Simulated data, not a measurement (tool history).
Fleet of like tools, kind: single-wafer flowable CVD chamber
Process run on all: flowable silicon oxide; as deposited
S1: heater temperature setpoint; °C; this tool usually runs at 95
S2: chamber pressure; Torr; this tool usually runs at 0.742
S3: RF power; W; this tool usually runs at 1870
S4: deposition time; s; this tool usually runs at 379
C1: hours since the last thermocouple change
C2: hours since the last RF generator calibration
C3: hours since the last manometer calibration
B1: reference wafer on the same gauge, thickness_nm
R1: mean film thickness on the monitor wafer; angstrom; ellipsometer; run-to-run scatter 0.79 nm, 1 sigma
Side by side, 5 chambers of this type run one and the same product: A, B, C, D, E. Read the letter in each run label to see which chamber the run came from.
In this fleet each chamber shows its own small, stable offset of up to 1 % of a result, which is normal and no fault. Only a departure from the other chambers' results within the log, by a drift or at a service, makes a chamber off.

Run 1A, day 0.342: usual settings; C1 1370.9; C2 142.9; C3 371.9; B1 206.96. Result: R1 2435.5 angstrom.
Run 2C, day 0.775: usual settings; C1 717.0; C2 1352.1; C3 1039.9; B1 207.02. Result: R1 2410.9 angstrom.
Run 3E, day 1.200: usual settings; C1 930.8; C2 352.3; C3 373.0; B1 207.04. Result: R1 2415.1 angstrom.
Run 4B, day 1.779: usual settings; C1 280.6; C2 1251.5; C3 810.0; B1 206.96. Result: R1 2429.8 angstrom.
Run 5D, day 2.442: usual settings; C1 2032.1; C2 205.0; C3 849.9; B1 207.10. Result: R1 2432.1 angstrom.
Run 6C, day 2.754: usual settings; C1 764.5; C2 1399.6; C3 1087.4; B1 207.17. Result: R1 2426.3 angstrom.
Run 7D, day 3.112: usual settings but S4 420 s; C1 2048.2; C2 221.1; C3 866.0; B1 207.10. Result: R1 2696.1 angstrom.
Run 8B, day 3.471: usual settings but S4 420 s; C1 321.2; C2 1292.1; C3 850.6; B1 207.29. Result: R1 2682.9 angstrom.
Run 9E, day 3.808: usual settings but S4 420 s; C1 993.4; C2 414.9; C3 435.6; B1 207.05. Result: R1 2682.8 angstrom.
Run 10A, day 4.142: usual settings but S4 420 s; C1 1462.1; C2 234.1; C3 463.1; B1 206.97. Result: R1 2720.0 angstrom.
Run 11D, day 4.596: usual settings but S4 420 s; C1 2083.8; C2 256.7; C3 901.6; B1 207.03. Result: R1 2685.3 angstrom.
Run 12A, day 5.138: usual settings; C1 1486.0; C2 258.0; C3 487.0; B1 206.92. Result: R1 2451.1 angstrom.
Run 13B, day 5.508: usual settings; C1 370.1; C2 1341.0; C3 899.5; B1 207.05. Result: R1 2423.6 angstrom.
Run 14E, day 6.062: usual settings; C1 1047.5; C2 469.0; C3 489.7; B1 207.08. Result: R1 2418.7 angstrom.
Run 15C, day 6.596: usual settings; C1 856.7; C2 1491.8; C3 1179.6; B1 207.03. Result: R1 2425.6 angstrom.
Run 16E, day 6.896: usual settings; C1 1067.5; C2 489.0; C3 509.7; B1 206.87. Result: R1 2423.8 angstrom.
Run 17C, day 7.300: usual settings; C1 873.6; C2 1508.7; C3 1196.5; B1 206.88. Result: R1 2421.2 angstrom.
Run 18D, day 7.912: usual settings but S2 0.571 Torr; C1 2163.4; C2 336.3; C3 981.2; B1 206.84. Result: R1 1706.7 angstrom.
Run 19A, day 8.542: usual settings but S2 0.571 Torr; C1 1567.7; C2 339.7; C3 568.7; B1 206.89. Result: R1 1697.6 angstrom.
Run 20B, day 9.021: usual settings but S2 0.571 Torr; C1 454.4; C2 1425.3; C3 983.8; B1 206.83. Result: R1 1697.6 angstrom.
Run 21B, day 9.571: usual settings but S2 0.571 Torr; C1 467.6; C2 1438.5; C3 997.0; B1 206.97. Result: R1 1689.6 angstrom.
Run 22D, day 10.238: usual settings but S2 0.571 Torr; C1 2219.2; C2 392.1; C3 1037.0; B1 207.07. Result: R1 1703.2 angstrom.
Run 23E, day 10.762: usual settings; C1 1160.3; C2 581.8; C3 602.5; B1 206.97. Result: R1 2427.8 angstrom.
Run 24A, day 11.067: usual settings; C1 1628.3; C2 400.3; C3 629.3; B1 206.84. Result: R1 2454.2 angstrom.
Run 25C, day 11.683: usual settings but S1 88 °C; C1 978.8; C2 1613.9; C3 1301.7; B1 206.97. Result: R1 2995.6 angstrom.
At day 11.804: chamber B: RF generator calibrated.
Run 26E, day 12.088: usual settings but S1 88 °C; C1 1192.1; C2 613.6; C3 634.3; B1 206.85. Result: R1 3039.3 angstrom.
Run 27D, day 12.396: usual settings but S1 88 °C; C1 2271.0; C2 443.9; C3 1088.8; B1 207.11. Result: R1 3048.4 angstrom.
Run 28C, day 12.746: usual settings but S1 88 °C; C1 1004.3; C2 1639.4; C3 1327.2; B1 206.97. Result: R1 2984.7 angstrom.
Run 29A, day 13.388: usual settings but S1 88 °C; C1 1684.0; C2 456.0; C3 685.0; B1 207.13. Result: R1 3060.5 angstrom.
Run 30B, day 13.712: usual settings; C1 567.0; C2 45.8; C3 1096.4; B1 207.23. Result: R1 2425.1 angstrom.
Run 31C, day 14.054: usual settings; C1 1035.7; C2 1670.8; C3 1358.6; B1 207.01. Result: R1 2382.1 angstrom.
Run 32B, day 14.467: usual settings; C1 585.1; C2 63.9; C3 1114.5; B1 207.10. Result: R1 2419.4 angstrom.
Run 33D, day 15.133: usual settings; C1 2336.7; C2 509.6; C3 1154.5; B1 207.01. Result: R1 2425.5 angstrom.
Run 34A, day 15.533: usual settings but S1 106 °C, S4 453 s; C1 1735.5; C2 507.5; C3 736.5; B1 207.10. Result: R1 2029.1 angstrom.
At day 15.642: chamber C: capacitance manometer re-zeroed and calibrated.
Run 35E, day 15.854: usual settings but S1 106 °C, S4 453 s; C1 1282.5; C2 704.0; C3 724.7; B1 207.05. Result: R1 2012.8 angstrom.
Run 36C, day 16.396: usual settings but S1 106 °C, S4 453 s; C1 1091.9; C2 1727.0; C3 18.2; B1 206.96. Result: R1 1948.8 angstrom.
Run 37E, day 16.867: usual settings but S1 106 °C, S4 453 s; C1 1306.8; C2 728.3; C3 749.0; B1 206.95. Result: R1 2025.6 angstrom.
Run 38A, day 17.271: usual settings but S1 106 °C, S4 453 s; C1 1777.2; C2 549.2; C3 778.2; B1 206.99. Result: R1 2033.0 angstrom.
Run 39B, day 17.838: usual settings; C1 666.0; C2 144.8; C3 1195.4; B1 207.06. Result: R1 2413.1 angstrom.
Run 40D, day 18.458: usual settings; C1 2416.5; C2 589.4; C3 1234.3; B1 206.95. Result: R1 2439.5 angstrom.
Run 41D, day 18.971: usual settings; C1 2428.8; C2 601.7; C3 1246.6; B1 207.07. Result: R1 2427.3 angstrom.

Read the log: is a single chamber off, either drifting away or since a service, is the gauge that measures every chamber drifting, or is nothing wrong beyond small per-chamber offsets? Name any odd chamber and what most likely caused it.

One chamber, C, drifts off from the rest bit by bit.
Likeliest cause: wafer temperature above the value expected at the setpoint (K) = 0.981.

Here are 4 candidates for chamber C's next run, each the usual settings with a change, their results left as question marks. Which one brings its results back in line with what the others give on the usual settings?
In line here means within this much of the mean the other chambers give on the usual settings: R1 28.0 angstrom
Run 42C-1, day 19.462: usual settings but S4 386 s. Result: R1 ?.
Run 42C-2, day 19.462: usual settings but S1 96 °C, S4 377 s. Result: R1 ?.
Run 42C-3, day 19.462: usual settings but S3 1720 W. Result: R1 ?.
Run 42C-4, day 19.462: usual settings but S2 0.764 Torr. Result: R1 ?.

On the usual settings, the other chambers give on average: R1 2429.1 angstrom
  run      R1
42C-1  2377.2
42C-2  2246.2
42C-3  2284.8
42C-4  2424.9
With 42C-4, the chamber falls back in line with the rest.
